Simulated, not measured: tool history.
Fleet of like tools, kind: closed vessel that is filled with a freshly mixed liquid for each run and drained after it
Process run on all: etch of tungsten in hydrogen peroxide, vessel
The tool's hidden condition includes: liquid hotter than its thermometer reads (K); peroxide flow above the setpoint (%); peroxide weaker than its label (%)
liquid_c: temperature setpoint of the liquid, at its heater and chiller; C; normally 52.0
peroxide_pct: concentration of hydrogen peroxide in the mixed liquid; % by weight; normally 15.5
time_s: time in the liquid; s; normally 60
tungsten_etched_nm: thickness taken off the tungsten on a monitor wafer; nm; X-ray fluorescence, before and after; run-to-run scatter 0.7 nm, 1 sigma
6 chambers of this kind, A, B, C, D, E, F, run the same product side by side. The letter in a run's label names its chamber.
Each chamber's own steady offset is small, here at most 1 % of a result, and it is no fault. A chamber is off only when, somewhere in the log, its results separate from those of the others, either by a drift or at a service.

run   hour  liquid_c  peroxide_pct  time_s  hours since the thermometer was replaced  hours since the peroxide flow meter was replaced  hours since the drum of peroxide was connected  read-back film thickness of the tungsten reference wafer, read on the same gauge (nm)  tungsten_etched_nm
 1E   11.1      52.0          15.5      60                                      49.5                                             903.8                                           669.4                                                                                 129.98              137.51
 2A   17.9      52.0          15.5      60                                    1606.2                                            1701.2                                           282.3                                                                                 130.00              138.53
 3D   25.2      52.0          15.5      60                                     181.7                                              51.5                                          1002.2                                                                                 129.95              137.54
 4F   33.3      52.0          15.5      60                                     510.3                                             770.6                                          1112.8                                                                                 130.04              137.68
 5C   42.1      52.0          15.5      60                                     488.3                                             280.4                                           725.1                                                                                 129.97              137.76
 6B   52.3      52.0          15.5      60                                    1189.3                                             151.0                                          1114.6                                                                                 129.99              135.92
 7B   63.6      52.0          15.5      60                                    1200.6                                             162.3                                          1125.9                                                                                 130.01              136.53
 8A   69.8      52.0          15.5      60                                    1658.1                                            1753.1                                           334.2                                                                                 129.99              138.27
 9C   80.5      52.0          15.5      60                                     526.7                                             318.8                                           763.5                                                                                 130.03              138.47
10D   87.6      52.0          15.5      60                                     244.1                                             113.9                                          1064.6                                                                                 130.03              138.31
      90.8  -- chamber E: peroxide flow meter replaced
11F   94.7      52.0          15.5      60                                     571.7                                             832.0                                          1174.2                                                                                 129.96              139.62
12E  101.0      47.0          15.5      60                                     139.4                                              10.3                                           759.3                                                                                 130.03              101.42
     102.9  -- chamber B: thermometer replaced
     104.4  -- chamber A: peroxide flow meter replaced
13D  108.9      47.0          15.5      60                                     265.4                                             135.2                                          1085.9                                                                                 130.01              100.27
14A  115.4      47.0          15.5      60                                    1703.7                                              11.1                                           379.8                                                                                 129.99              100.85
15C  123.2      47.0          15.5      60                                     569.4                                             361.5                                           806.2                                                                                 130.02              101.26
16E  133.2      47.0          15.5      60                                     171.6                                              42.5                                           791.5                                                                                 130.02              101.86
17F  144.8      47.0          15.5      60                                     621.8                                             882.1                                          1224.3                                                                                 129.99              101.64
18B  156.2      52.0          15.5      60                                      53.4                                             254.9                                          1218.5                                                                                 129.97              136.35
19E  164.2      55.5          13.5      60                                     202.6                                              73.5                                           822.5                                                                                 129.99              160.11
20B  172.2      55.5          13.5      60                                      69.4                                             270.9                                          1234.5                                                                                 129.93              158.06
21C  185.3      55.5          13.5      60                                     631.5                                             423.6                                           868.3                                                                                 130.06              156.82
22A  192.2      55.5          13.5      60                                    1780.5                                              87.9                                           456.6                                                                                 129.98              157.92
23D  200.8      55.5          13.5      60                                     357.3                                             227.1                                          1177.8                                                                                 129.95              158.48
24F  207.8      55.5          13.5      60                                     684.8                                             945.1                                          1287.3                                                                                 130.00              159.30
     214.3  -- chamber F: new drum of peroxide connected
25A  219.2      52.0          15.5      60                                    1807.5                                             114.9                                           483.6                                                                                 130.02              134.61
26C  227.5      52.0          15.5      60                                     673.7                                             465.8                                           910.5                                                                                 130.00              138.04
27F  236.1      52.0          15.5      50                                     713.1                                             973.4                                            21.9                                                                                 130.04              115.50
28B  249.7      52.0          15.5      50                                     146.9                                             348.4                                          1312.0                                                                                 130.02              113.47
29E  257.7      52.0          15.5      50                                     296.1                                             167.0                                           916.0                                                                                 130.03              115.90
30D  268.1      52.0          15.5      50                                     424.6                                             294.4                                          1245.1                                                                                 129.95              113.33
31F  277.4      52.0          15.5      50                                     754.4                                            1014.7                                            63.2                                                                                 129.99              115.81
32D  288.5      52.0          15.5      50                                     445.0                                             314.8                                          1265.5                                                                                 130.03              113.95
33C  300.2      52.0          15.5      60                                     746.4                                             538.5                                           983.2                                                                                 130.03              138.67
34B  307.2      52.0          15.5      60                                     204.4                                             405.9                                          1369.5                                                                                 129.95              137.27
35A  319.9      52.0          15.5      60                                    1908.2                                             215.6                                           584.3                                                                                 129.95              134.32
     332.2  -- chamber B: new drum of peroxide connected
36E  332.3      52.0          15.5      60                                     370.7                                             241.6                                           990.6                                                                                 130.01              137.46
37F  342.8      52.0          15.5      60                                     819.8                                            1080.1                                           128.6                                                                                 129.94              138.27
38A  350.8      52.0          18.0      45                                    1939.1                                             246.5                                           615.2                                                                                 129.94              108.05
39B  356.7      52.0          18.0      45                                     253.9                                             455.4                                            24.5                                                                                 129.98              110.52
40E  369.5      52.0          18.0      45                                     407.9                                             278.8                                          1027.8                                                                                 130.04              111.86

For the next run the whole fleet of 6 chambers uses the same settings. Give each chamber's results:
41A  379.2      52.0          15.5      60                                                                                                                                                                                                                                                      ?
41B  379.2      52.0          15.5      60                                                                                                                                                                                                                                                      ?
41C  379.2      52.0          15.5      60                                                                                                                                                                                                                                                      ?
41D  379.2      52.0          15.5      60                                                                                                                                                                                                                                                      ?
41E  379.2      52.0          15.5      60                                                                                                                                                                                                                                                      ?
41F  379.2      52.0          15.5      60                                                                                                                                                                                                                                                      ?

run  tungsten_etched_nm
41A              132.06
41B              136.71
41C              138.37
41D              137.33
41E              137.64
41F              139.74
